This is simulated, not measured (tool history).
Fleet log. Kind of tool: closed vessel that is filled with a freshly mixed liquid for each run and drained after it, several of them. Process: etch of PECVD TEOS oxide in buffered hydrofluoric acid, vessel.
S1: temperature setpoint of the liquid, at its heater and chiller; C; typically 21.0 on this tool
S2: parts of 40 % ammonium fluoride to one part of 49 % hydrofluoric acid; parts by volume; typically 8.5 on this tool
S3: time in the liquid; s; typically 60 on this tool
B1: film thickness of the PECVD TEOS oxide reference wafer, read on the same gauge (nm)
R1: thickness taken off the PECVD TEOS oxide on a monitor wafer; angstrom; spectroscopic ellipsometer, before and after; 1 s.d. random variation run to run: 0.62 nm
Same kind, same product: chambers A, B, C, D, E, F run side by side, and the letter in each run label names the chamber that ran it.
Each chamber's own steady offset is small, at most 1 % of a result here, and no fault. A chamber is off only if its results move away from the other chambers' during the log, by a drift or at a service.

run	hour	S1	S2	S3	B1	R1
1E	3.7	21.0	8.5	60	30.008	923.30
2A	9.1	21.0	8.5	60	30.000	930.85
3B	14.5	21.0	8.5	60	30.006	920.79
# hour 14.7: chamber E: thermometer replaced
4D	20.0	21.0	8.5	60	29.982	934.12
5C	24.2	21.0	8.5	60	30.003	928.87
6F	27.8	21.0	8.5	60	29.994	933.17
# hour 32.5: chamber B: hydrofluoric acid flow meter replaced
7D	32.6	21.0	8.5	60	30.006	929.56
8E	35.7	21.0	8.5	60	30.003	930.56
9A	40.3	21.0	8.5	60	30.009	916.09
10F	44.6	21.0	8.5	60	29.985	934.47
11B	47.9	17.0	8.5	60	29.990	723.87
12C	53.0	17.0	8.5	60	29.967	745.14
13C	57.1	17.0	8.5	60	29.981	743.44
14A	61.8	17.0	8.5	60	29.990	731.24
15B	64.5	17.0	8.5	60	30.020	740.64
# hour 67.0: chamber C: thermometer replaced
16E	67.5	17.0	8.5	60	29.995	738.15
17F	71.1	24.5	8.5	60	29.994	1114.40
# hour 74.1: chamber B: thermometer replaced
18D	75.5	24.5	8.5	60	30.020	1120.80
19C	79.9	24.5	8.5	60	30.035	1131.00
20E	83.5	24.5	8.5	60	29.976	1129.70
21A	86.7	24.5	8.5	60	30.017	1102.80
22B	90.7	24.5	8.5	60	30.043	1111.30
23F	94.3	21.0	8.5	60	29.969	936.59
24D	97.1	21.0	8.5	60	30.002	923.28
25E	102.5	25.5	8.5	60	30.012	1182.00
26D	108.1	25.5	8.5	60	29.991	1183.90
27B	113.5	25.5	8.5	60	29.984	1166.40
28F	117.2	25.5	8.5	60	29.992	1190.10
29C	120.6	25.5	8.5	60	30.016	1201.30
30A	123.5	25.5	8.5	60	30.022	1178.30
31C	126.3	21.0	9.5	85	29.989	1208.30
32A	129.6	21.0	9.5	85	29.981	1183.40
33F	134.7	21.0	9.5	85	30.000	1195.30
34B	137.9	21.0	9.5	85	29.967	1177.70
35E	140.9	21.0	9.5	85	29.983	1175.00
36D	145.3	21.0	9.5	85	29.980	1195.90
37C	149.1	21.0	8.5	60	30.015	932.61
38E	154.4	21.0	8.5	60	29.995	923.02

One chamber off, gauge drift, or nothing amiss beyond the chambers' own small offsets? If it is a chamber, which one, and what is the likeliest cause?

No chamber stands off beyond its own small offset, and the gauge holds steady.
